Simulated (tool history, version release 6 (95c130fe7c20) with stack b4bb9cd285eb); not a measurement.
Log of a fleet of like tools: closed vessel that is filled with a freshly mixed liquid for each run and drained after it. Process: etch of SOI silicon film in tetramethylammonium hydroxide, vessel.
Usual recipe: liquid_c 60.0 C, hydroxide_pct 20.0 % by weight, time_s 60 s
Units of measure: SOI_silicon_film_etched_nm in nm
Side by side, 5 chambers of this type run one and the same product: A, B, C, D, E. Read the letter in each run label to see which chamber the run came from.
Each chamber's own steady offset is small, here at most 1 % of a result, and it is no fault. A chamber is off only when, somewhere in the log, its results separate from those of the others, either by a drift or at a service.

| run | hour | liquid_c | hydroxide_pct | time_s | hours since the thermometer was replaced | hours since the hydroxide flow meter was replaced | read-back film thickness of the SOI silicon film reference wafer, read on the same gauge (nm) | SOI_silicon_film_etched_nm |
|---|---|---|---|---|---|---|---|---|
|  | 1.7 | chamber C: thermometer replaced |
| 1E | 4.9 | 60.0 | 20.0 | 60 | 1145.5 | 1009.8 | 149.95 | 174.98 |
| 2C | 10.7 | 60.0 | 20.0 | 60 | 9.0 | 185.4 | 150.00 | 172.50 |
| 3A | 14.3 | 60.0 | 20.0 | 60 | 2128.5 | 794.7 | 150.02 | 173.56 |
| 4B | 17.6 | 60.0 | 20.0 | 60 | 526.8 | 907.6 | 149.97 | 174.43 |
| 5D | 21.8 | 60.0 | 20.0 | 60 | 304.0 | 2212.6 | 150.04 | 175.98 |
| 6D | 26.7 | 60.0 | 20.0 | 60 | 308.9 | 2217.5 | 149.99 | 174.51 |
| 7E | 29.8 | 60.0 | 20.0 | 60 | 1170.4 | 1034.7 | 150.02 | 176.26 |
| 8B | 35.2 | 64.0 | 24.0 | 60 | 544.4 | 925.2 | 150.02 | 189.74 |
| 9C | 39.8 | 64.0 | 24.0 | 60 | 38.1 | 214.5 | 149.99 | 192.08 |
| 10A | 46.2 | 64.0 | 24.0 | 60 | 2160.4 | 826.6 | 149.94 | 191.25 |
| 11A | 49.3 | 64.0 | 24.0 | 60 | 2163.5 | 829.7 | 149.97 | 191.07 |
| 12E | 53.5 | 64.0 | 24.0 | 60 | 1194.1 | 1058.4 | 150.01 | 193.38 |
| 13B | 58.0 | 60.0 | 20.0 | 60 | 567.2 | 948.0 | 150.04 | 174.80 |
| 14D | 64.6 | 60.0 | 20.0 | 60 | 346.8 | 2255.4 | 150.00 | 173.70 |
| 15C | 71.2 | 60.0 | 20.0 | 60 | 69.5 | 245.9 | 149.95 | 171.20 |
| 16E | 76.9 | 60.0 | 20.0 | 60 | 1217.5 | 1081.8 | 149.97 | 174.77 |
| 17D | 80.6 | 60.0 | 20.0 | 60 | 362.8 | 2271.4 | 150.02 | 175.54 |
| 18A | 85.0 | 60.0 | 20.0 | 60 | 2199.2 | 865.4 | 149.96 | 174.05 |
| 19B | 91.6 | 60.0 | 20.0 | 60 | 600.8 | 981.6 | 150.01 | 175.70 |
| 20C | 97.9 | 60.0 | 22.5 | 60 | 96.2 | 272.6 | 150.01 | 161.47 |
| 21C | 103.0 | 60.0 | 22.5 | 60 | 101.3 | 277.7 | 150.04 | 161.31 |
| 22B | 107.2 | 60.0 | 22.5 | 60 | 616.4 | 997.2 | 150.05 | 162.79 |
| 23A | 110.4 | 60.0 | 22.5 | 60 | 2224.6 | 890.8 | 149.99 | 160.32 |
| 24D | 113.9 | 60.0 | 22.5 | 60 | 396.1 | 2304.7 | 149.99 | 163.62 |
| 25E | 119.8 | 60.0 | 20.0 | 60 | 1260.4 | 1124.7 | 149.97 | 174.25 |
| 26C | 124.6 | 60.0 | 20.0 | 60 | 122.9 | 299.3 | 149.95 | 173.89 |
| 27D | 129.2 | 60.0 | 20.0 | 60 | 411.4 | 2320.0 | 150.00 | 176.11 |
| 28B | 133.7 | 60.0 | 20.0 | 60 | 642.9 | 1023.7 | 150.03 | 176.19 |
| 29E | 137.7 | 60.0 | 20.0 | 45 | 1278.3 | 1142.6 | 149.97 | 130.05 |
| 30A | 142.8 | 60.0 | 20.0 | 45 | 2257.0 | 923.2 | 149.98 | 129.56 |
| 31A | 149.3 | 60.0 | 20.0 | 45 | 2263.5 | 929.7 | 150.01 | 128.83 |
| 32B | 156.1 | 60.0 | 20.0 | 45 | 665.3 | 1046.1 | 150.01 | 133.14 |
|  | 160.7 | chamber D: hydroxide flow meter replaced |
| 33E | 162.5 | 60.0 | 20.0 | 45 | 1303.1 | 1167.4 | 150.02 | 131.38 |
| 34C | 169.0 | 60.0 | 20.0 | 60 | 167.3 | 343.7 | 150.03 | 173.21 |
| 35D | 174.3 | 60.0 | 20.0 | 60 | 456.5 | 13.6 | 150.01 | 176.13 |
| 36E | 179.1 | 60.0 | 20.0 | 60 | 1319.7 | 1184.0 | 150.00 | 173.89 |
| 37B | 182.9 | 60.0 | 20.0 | 60 | 692.1 | 1072.9 | 150.04 | 178.51 |
| 38D | 186.7 | 60.0 | 20.0 | 60 | 468.9 | 26.0 | 149.99 | 173.21 |
| 39C | 190.7 | 60.0 | 20.0 | 60 | 189.0 | 365.4 | 150.07 | 172.35 |
| 40A | 196.8 | 56.5 | 20.0 | 60 | 2311.0 | 977.2 | 150.03 | 138.93 |
| 41E | 200.9 | 56.5 | 20.0 | 60 | 1341.5 | 1205.8 | 150.01 | 139.46 |
| 42D | 206.8 | 56.5 | 20.0 | 60 | 489.0 | 46.1 | 149.95 | 139.43 |
| 43B | 211.3 | 56.5 | 20.0 | 60 | 720.5 | 1101.3 | 150.00 | 145.98 |

Each of the 5 chambers runs these same settings next. Fill in every chamber's results:
| 44A | 216.1 | 54.0 | 20.0 | 60 |  |  |  | ? |
| 44B | 216.1 | 54.0 | 20.0 | 60 |  |  |  | ? |
| 44C | 216.1 | 54.0 | 20.0 | 60 |  |  |  | ? |
| 44D | 216.1 | 54.0 | 20.0 | 60 |  |  |  | ? |
| 44E | 216.1 | 54.0 | 20.0 | 60 |  |  |  | ? |

| run | SOI_silicon_film_etched_nm |
|---|---|
| 44A | 118.67 |
| 44B | 122.18 |
| 44C | 118.13 |
| 44D | 119.70 |
| 44E | 118.21 |

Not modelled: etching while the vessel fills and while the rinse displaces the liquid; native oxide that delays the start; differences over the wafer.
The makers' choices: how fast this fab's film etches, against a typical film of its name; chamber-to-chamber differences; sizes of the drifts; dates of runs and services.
